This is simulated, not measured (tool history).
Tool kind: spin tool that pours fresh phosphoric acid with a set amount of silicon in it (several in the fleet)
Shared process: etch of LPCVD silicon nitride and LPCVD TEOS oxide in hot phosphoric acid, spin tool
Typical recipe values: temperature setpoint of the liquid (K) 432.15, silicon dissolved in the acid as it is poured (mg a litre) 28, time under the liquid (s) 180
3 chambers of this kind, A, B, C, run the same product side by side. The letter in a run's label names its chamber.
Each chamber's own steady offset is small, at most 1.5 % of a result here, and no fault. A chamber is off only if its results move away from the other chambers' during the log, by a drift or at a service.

run	hour	temperature setpoint of the liquid (K)	silicon dissolved in the acid as it is poured (mg a litre)	time under the liquid (s)	read-back film thickness of the LPCVD silicon nitride reference wafer, read on the same gauge (nm)	read-back film thickness of the LPCVD TEOS oxide reference wafer, read on the same gauge (nm)	thickness taken off the LPCVD silicon nitride on a monitor wafer (angstrom)	thickness taken off the LPCVD TEOS oxide on a monitor wafer (angstrom)
1C	5.9	432.15	28	180	40.022	80	169.39	4.019
2A	9.8	432.15	28	180	40.034	80.041	172.87	3.9645
3B	15.4	432.15	28	180	39.979	80.001	171.13	3.1787
4B	20.2	432.15	28	180	39.955	79.988	170.98	4.3277
5A	26.1	432.15	28	180	40.025	79.96	174.59	3.4749
6C	34.1	432.15	28	180	40.028	80.016	169.05	3.6851
7C	38.9	432.15	19.5	180	39.962	79.977	168.77	4.9538
8A	42.8	432.15	19.5	180	39.999	80	171.11	4.9863
9B	50.7	432.15	19.5	180	39.991	80.004	171.2	4.8763
10B	58.8	432.15	28	180	39.978	79.993	171.56	3.8054
11C	64.8	432.15	28	180	39.968	79.993	171.51	3.8728
12A	68.4	432.15	28	180	40.025	79.976	171.12	4.5075
13C	75.9	432.15	28	180	40.018	79.993	170.52	3.2981
14A	81.2	432.15	28	180	40.001	80	168.83	3.9017
15B	86	432.15	28	75	40.005	80.024	72.357	1.6167
16C	93.6	432.15	28	75	40.017	79.989	71.304	1.4954
17B	99.2	432.15	28	75	40.016	79.984	71.126	1.599
18A	103.8	432.15	28	180	39.994	79.997	172.33	3.6831
19C	111.6	432.15	28	180	39.973	80.005	166.51	2.7716
20B	116.8	432.15	28	180	39.972	79.984	170.39	3.724
21A	123.6	432.15	28	180	40.004	79.944	171.64	3.7137
# hour 124.8: chamber B: thermometer replaced
# hour 130: chamber A: dissolved silicon flow meter replaced
22C	130.2	432.15	28	180	40.055	79.983	166.37	3.9242
23B	137.9	432.15	28	180	39.999	80	169.87	3.9132
24A	143.1	430.15	28	225	40.003	80.015	200.83	3.9021
25A	150.6	430.15	28	225	39.978	80.006	198.2	3.8877
26C	157.8	430.15	28	225	39.981	79.962	192.79	3.7699
27B	164.1	432.15	28	180	39.977	79.988	168.13	3.9354
28A	170.6	432.15	28	180	40.04	79.98	173.49	3.5777
29B	175.5	432.15	28	180	39.943	79.972	170.41	3.7778
30C	180.1	432.15	28	180	39.982	80.009	161.76	3.4547
# hour 184.7: chamber A: thermometer replaced
31C	185.6	432.15	28	180	40.007	79.977	165.81	3.1614
32A	190.2	432.15	28	180	40.036	79.987	171.23	3.7439
33B	194.7	432.15	28	180	40.015	80.055	169.74	4.5357
34A	202.5	432.15	28	180	39.999	80.001	171.31	3.8978
35B	208.5	434.65	28	265	40.008	80.011	271.28	7.756
36C	216.7	434.65	28	265	40.028	79.965	254.57	6.5359
37A	221.4	434.65	28	265	40	80.024	279.7	7.0577
38B	227.2	432.15	28	180	40.004	80.005	170.03	3.8911

For the next run the whole fleet of 3 chambers uses the same settings. Give each chamber's results:
39A	233.1	432.15	28	180			?	?
39B	233.1	432.15	28	180			?	?
39C	233.1	432.15	28	180			?	?

run	thickness taken off the LPCVD silicon nitride on a monitor wafer (angstrom)	thickness taken off the LPCVD TEOS oxide on a monitor wafer (angstrom)
39A	172.5	3.7707
39B	167.08	3.5794
39C	161.03	3.4445

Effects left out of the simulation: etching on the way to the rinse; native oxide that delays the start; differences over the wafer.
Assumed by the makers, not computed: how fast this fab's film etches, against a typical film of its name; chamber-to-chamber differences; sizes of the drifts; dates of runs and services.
